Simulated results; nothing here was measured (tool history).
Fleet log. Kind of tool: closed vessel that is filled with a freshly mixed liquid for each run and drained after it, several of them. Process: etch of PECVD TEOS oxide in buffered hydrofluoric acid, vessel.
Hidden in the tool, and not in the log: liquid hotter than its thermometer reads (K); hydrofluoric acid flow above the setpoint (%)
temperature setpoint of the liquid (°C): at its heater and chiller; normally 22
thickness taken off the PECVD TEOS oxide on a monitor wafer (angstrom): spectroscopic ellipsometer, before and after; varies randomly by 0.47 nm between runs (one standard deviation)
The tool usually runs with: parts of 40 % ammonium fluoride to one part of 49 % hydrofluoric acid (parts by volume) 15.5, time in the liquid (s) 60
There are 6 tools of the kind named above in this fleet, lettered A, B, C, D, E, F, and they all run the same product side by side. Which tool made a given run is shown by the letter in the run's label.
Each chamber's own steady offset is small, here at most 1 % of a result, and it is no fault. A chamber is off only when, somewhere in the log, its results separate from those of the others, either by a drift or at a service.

run,hour,temperature setpoint of the liquid (°C),parts of 40 % ammonium fluoride to one part of 49 % hydrofluoric acid (parts by volume),time in the liquid (s),hours since the thermometer was replaced,hours since the hydrofluoric acid flow meter was replaced,"read-back film thickness of the PECVD TEOS oxide reference wafer, read on the same gauge (nm)",thickness taken off the PECVD TEOS oxide on a monitor wafer (angstrom)
1F,3.1,22,15.5,60,1267.7,666.3,30.006,771.52
2A,7.5,22,15.5,60,401.9,768.3,29.996,779.94
3E,11.7,22,15.5,60,1061.3,123.6,30.003,767.62
4C,15.5,22,15.5,60,1065.4,61,29.989,776.71
5B,19.8,22,15.5,60,2261.8,183.3,29.996,766.97
6D,25.4,22,15.5,60,1562.6,1465,30.003,769.37
7C,29.6,22,15.5,60,1079.5,75.1,30.007,780.06
8A,32.9,22,15.5,60,427.3,793.7,30.02,776.71
9F,38,22,15.5,60,1302.6,701.2,29.989,765.93
10B,41.4,22,15.5,60,2283.4,204.9,30.033,775.85
11E,48.1,22,15.5,60,1097.7,160,30.018,781.26
12D,51.1,22,15.5,60,1588.3,1490.7,29.985,773.32
13C,56.5,22,21.5,60,1106.4,102,30.016,576.42
14D,61.9,22,21.5,60,1599.1,1501.5,29.971,577.82
15A,68.2,22,21.5,60,462.6,829,30,576.68
16F,73.5,22,21.5,60,1338.1,736.7,29.99,568.75
17E,79.9,22,21.5,60,1129.5,191.8,30.005,571.65
18B,84.4,22,21.5,60,2326.4,247.9,30.014,577.02
19A,88.5,22,15.5,60,482.9,849.3,30.011,780.45
20F,93.9,22,15.5,60,1358.5,757.1,29.994,777.53
21C,97,22,15.5,60,1146.9,142.5,30.01,783.17
22B,101.9,22,15.5,60,2343.9,265.4,29.988,791.4
23D,108.6,22,15.5,60,1645.8,1548.2,29.994,766.07
24E,112.6,17.5,15.5,60,1162.2,224.5,29.975,604.77
25E,116.2,17.5,15.5,60,1165.8,228.1,30.022,603.41
26D,120.1,17.5,15.5,60,1657.3,1559.7,29.991,596.12
27C,126.1,17.5,15.5,60,1176,171.6,30.006,606.07
28A,131.8,17.5,15.5,60,526.2,892.6,29.989,599.31
29F,137.8,17.5,15.5,60,1402.4,801,29.992,606.16
30B,140.9,22,15.5,60,2382.9,304.4,29.99,811.95
31B,146.2,22,15.5,60,2388.2,309.7,29.989,811.2
32C,150.5,22,15.5,60,1200.4,196,29.991,775.13
33E,154.7,22,15.5,60,1204.3,266.6,30.02,783.62
34F,159.8,22,15.5,60,1424.4,823,30.007,771.99
35A,165.1,22,20,75,559.5,925.9,30.013,759.24
36D,171.7,22,20,75,1708.9,1611.3,29.996,753.72

Each of the 6 chambers runs these same settings next. Fill in every chamber's results:
37A,176.5,19,15.5,60,,,,?
37B,176.5,19,15.5,60,,,,?
37C,176.5,19,15.5,60,,,,?
37D,176.5,19,15.5,60,,,,?
37E,176.5,19,15.5,60,,,,?
37F,176.5,19,15.5,60,,,,?

run,thickness taken off the PECVD TEOS oxide on a monitor wafer (angstrom)
37A,661.53
37B,692.92
37C,653.87
37D,657.33
37E,649.74
37F,652.23
